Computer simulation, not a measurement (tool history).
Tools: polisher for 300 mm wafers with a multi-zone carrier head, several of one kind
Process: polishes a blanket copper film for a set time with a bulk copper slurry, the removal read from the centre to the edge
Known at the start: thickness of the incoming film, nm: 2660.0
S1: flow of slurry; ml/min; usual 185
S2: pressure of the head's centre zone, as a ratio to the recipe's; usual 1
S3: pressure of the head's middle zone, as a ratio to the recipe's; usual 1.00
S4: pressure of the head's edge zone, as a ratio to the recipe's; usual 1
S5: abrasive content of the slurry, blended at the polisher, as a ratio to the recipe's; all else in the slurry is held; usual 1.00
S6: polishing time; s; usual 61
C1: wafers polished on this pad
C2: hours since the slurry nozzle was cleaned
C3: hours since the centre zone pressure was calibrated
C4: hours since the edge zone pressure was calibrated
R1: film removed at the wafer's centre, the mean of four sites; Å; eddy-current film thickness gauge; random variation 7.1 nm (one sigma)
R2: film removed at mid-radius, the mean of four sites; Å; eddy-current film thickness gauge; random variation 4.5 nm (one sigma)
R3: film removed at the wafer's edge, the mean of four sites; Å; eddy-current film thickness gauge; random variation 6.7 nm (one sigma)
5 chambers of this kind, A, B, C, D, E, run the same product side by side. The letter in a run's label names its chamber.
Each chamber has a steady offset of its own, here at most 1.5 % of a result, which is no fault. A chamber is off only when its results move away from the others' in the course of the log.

| run | day | S1 | S2 | S3 | S4 | S5 | S6 | C1 | C2 | C3 | C4 | R1 | R2 | R3 |
|---|---|---|---|---|---|---|---|---|---|---|---|---|---|---|
| 1D | 0.492 | 185 | 1 | 1.00 | 1 | 1.00 | 61 | 885 | 910.2 | 446.8 | 1270.3 | 6022.4 | 6029.4 | 6053.1 |
|  | 0.804 | chamber A: worn pad replaced by a new one |
| 2C | 0.954 | 185 | 1 | 1.00 | 1 | 1.00 | 61 | 679 | 600.1 | 46.8 | 73.0 | 6049.7 | 6054.8 | 5982.7 |
|  | 1.008 | chamber E: edge zone pressure recalibrated |
|  | 1.050 | chamber D: worn pad replaced by a new one |
| 3E | 1.358 | 185 | 1 | 1.00 | 1 | 1.00 | 61 | 732 | 224.4 | 171.6 | 8.4 | 5847.9 | 6013.2 | 5883.7 |
|  | 1.550 | chamber D: slurry nozzle cleaned |
| 4B | 1.725 | 185 | 1 | 1.00 | 1 | 1.00 | 61 | 1007 | 389.7 | 263.4 | 338.3 | 5971.7 | 6031.2 | 6063.5 |
|  | 1.850 | chamber E: worn pad replaced by a new one |
| 5A | 2.167 | 185 | 1 | 1.00 | 1 | 1.00 | 61 | 230 | 581.4 | 272.6 | 673.6 | 5927.5 | 6073.6 | 5913.6 |
|  | 2.204 | chamber C: worn pad replaced by a new one |
| 6D | 2.492 | 185 | 1 | 1.00 | 1 | 1.00 | 61 | 243 | 22.6 | 494.8 | 1318.3 | 5976.8 | 6002.2 | 5977.3 |
| 7B | 2.900 | 185 | 1 | 1.00 | 1 | 1.00 | 61 | 1205 | 417.9 | 291.6 | 366.5 | 6101.3 | 6139.7 | 6057.3 |
| 8E | 3.129 | 185 | 1 | 1.00 | 1 | 1.00 | 61 | 216 | 266.9 | 214.1 | 50.9 | 5892.3 | 5980.2 | 5911.2 |
|  | 3.629 | chamber B: slurry nozzle cleaned |
| 9C | 3.633 | 185 | 1 | 1.00 | 1 | 1.00 | 61 | 241 | 664.4 | 111.1 | 137.3 | 6095.2 | 6055.1 | 6097.4 |
|  | 3.938 | chamber A: slurry nozzle cleaned |
| 10A | 4.071 | 185 | 1 | 1.00 | 1 | 1.00 | 61 | 551 | 3.3 | 318.3 | 719.3 | 6032.1 | 6073.5 | 5932.4 |
|  | 4.125 | chamber A: worn pad replaced by a new one |
| 11A | 4.558 | 185 | 1 | 1.00 | 1 | 1.00 | 61 | 73 | 15.0 | 330.0 | 731.0 | 5960.8 | 6003.1 | 6123.4 |
| 12C | 4.812 | 185 | 1 | 1.00 | 1 | 1.00 | 61 | 440 | 692.7 | 139.4 | 165.6 | 6082.8 | 6053.2 | 6066.7 |
| 13E | 5.196 | 185 | 1 | 1.00 | 1 | 1.00 | 61 | 564 | 316.5 | 263.7 | 100.5 | 5896.5 | 5968.2 | 6006.2 |
| 14D | 5.442 | 185 | 1 | 1.00 | 1 | 1.00 | 61 | 741 | 93.4 | 565.6 | 1389.1 | 6163.3 | 5989.3 | 5994.4 |
| 15B | 5.842 | 185 | 1 | 1.00 | 1 | 1.00 | 61 | 1701 | 53.1 | 362.2 | 437.1 | 5972.0 | 5995.1 | 6060.7 |
|  | 5.929 | chamber D: worn pad replaced by a new one |
| 16D | 6.338 | 185 | 1 | 1.00 | 1 | 1.00 | 61 | 69 | 114.9 | 587.1 | 1410.6 | 6074.6 | 5981.1 | 6051.9 |
|  | 6.462 | chamber C: slurry nozzle cleaned |
| 17C | 6.854 | 185 | 1 | 1.00 | 1 | 1.00 | 61 | 784 | 9.5 | 188.4 | 214.6 | 6210.6 | 5979.0 | 5905.8 |
|  | 7.225 | chamber C: worn pad replaced by a new one |
| 18A | 7.325 | 185 | 1 | 1.00 | 1 | 1.00 | 61 | 540 | 81.4 | 396.4 | 797.4 | 5957.1 | 6096.3 | 6123.5 |
|  | 7.392 | chamber A: worn pad replaced by a new one |
|  | 7.546 | chamber E: worn pad replaced by a new one |
| 19B | 7.592 | 185 | 1 | 1.00 | 1 | 1.00 | 61 | 1997 | 95.1 | 404.2 | 479.1 | 5784.3 | 5903.1 | 5822.9 |
| 20E | 7.979 | 185 | 1 | 1.00 | 1 | 1.00 | 61 | 73 | 383.3 | 330.5 | 167.3 | 5904.1 | 5921.8 | 5985.7 |
| 21E | 8.421 | 185 | 1 | 1.00 | 1 | 1.00 | 61 | 148 | 393.9 | 341.1 | 177.9 | 5985.2 | 6081.0 | 5892.0 |
|  | 8.571 | chamber D: edge zone pressure recalibrated |
| 22D | 8.675 | 185 | 1 | 1.00 | 1 | 1.00 | 61 | 463 | 171.0 | 643.2 | 2.5 | 6148.0 | 6059.8 | 6074.3 |
| 23B | 8.900 | 185 | 1 | 1.00 | 1 | 1.00 | 61 | 2217 | 126.5 | 435.6 | 510.5 | 5780.8 | 5726.4 | 5750.4 |
| 24C | 9.179 | 185 | 1 | 0.94 | 1 | 1.00 | 54 | 330 | 65.3 | 244.2 | 270.4 | 5428.1 | 5073.8 | 5242.7 |
| 25A | 9.554 | 185 | 1 | 0.94 | 1 | 1.00 | 54 | 365 | 134.9 | 449.9 | 850.9 | 5300.7 | 5057.0 | 5349.3 |
| 26A | 9.800 | 185 | 1 | 0.94 | 1 | 1.00 | 54 | 406 | 140.8 | 455.8 | 856.8 | 5365.4 | 5069.8 | 5334.0 |
| 27D | 10.317 | 185 | 1 | 0.94 | 1 | 1.00 | 54 | 740 | 210.4 | 682.6 | 41.9 | 5397.1 | 5042.1 | 5280.9 |
| 28B | 10.617 | 185 | 1 | 0.94 | 1 | 1.00 | 54 | 2507 | 167.7 | 476.8 | 551.7 | 4863.2 | 4635.9 | 4894.9 |
| 29E | 10.850 | 185 | 1 | 1.00 | 1 | 1.00 | 61 | 558 | 452.2 | 399.4 | 236.2 | 5948.9 | 6012.4 | 5964.5 |
| 30C | 11.292 | 185 | 1 | 1.00 | 1 | 1.00 | 61 | 686 | 116.0 | 294.9 | 321.1 | 5995.6 | 6074.4 | 6023.2 |
| 31D | 11.629 | 185 | 1 | 1.00 | 1 | 1.00 | 61 | 962 | 241.9 | 714.1 | 73.4 | 6196.3 | 5981.9 | 6060.9 |
| 32C | 12.079 | 185 | 1 | 1.00 | 1 | 1.00 | 61 | 819 | 134.9 | 313.8 | 340.0 | 5990.4 | 6036.1 | 5923.4 |
| 33E | 12.433 | 185 | 1 | 1.00 | 1 | 1.00 | 61 | 825 | 490.2 | 437.4 | 274.2 | 6030.4 | 6011.9 | 5877.2 |

All 5 chambers run these settings next. Forecast each chamber's results:
| 34A | 12.804 | 185 | 1 | 1.00 | 1 | 1.25 | 61 |  |  |  |  | ? | ? | ? |
| 34B | 12.804 | 185 | 1 | 1.00 | 1 | 1.25 | 61 |  |  |  |  | ? | ? | ? |
| 34C | 12.804 | 185 | 1 | 1.00 | 1 | 1.25 | 61 |  |  |  |  | ? | ? | ? |
| 34D | 12.804 | 185 | 1 | 1.00 | 1 | 1.25 | 61 |  |  |  |  | ? | ? | ? |
| 34E | 12.804 | 185 | 1 | 1.00 | 1 | 1.25 | 61 |  |  |  |  | ? | ? | ? |

| run | R1 | R2 | R3 |
|---|---|---|---|
| 34A | 6236.9 | 6363.6 | 6258.3 |
| 34B | 5578.5 | 5623.8 | 5633.3 |
| 34C | 6368.4 | 6388.3 | 6484.6 |
| 34D | 6210.4 | 6225.9 | 6357.2 |
| 34E | 6313.0 | 6269.6 | 6087.5 |

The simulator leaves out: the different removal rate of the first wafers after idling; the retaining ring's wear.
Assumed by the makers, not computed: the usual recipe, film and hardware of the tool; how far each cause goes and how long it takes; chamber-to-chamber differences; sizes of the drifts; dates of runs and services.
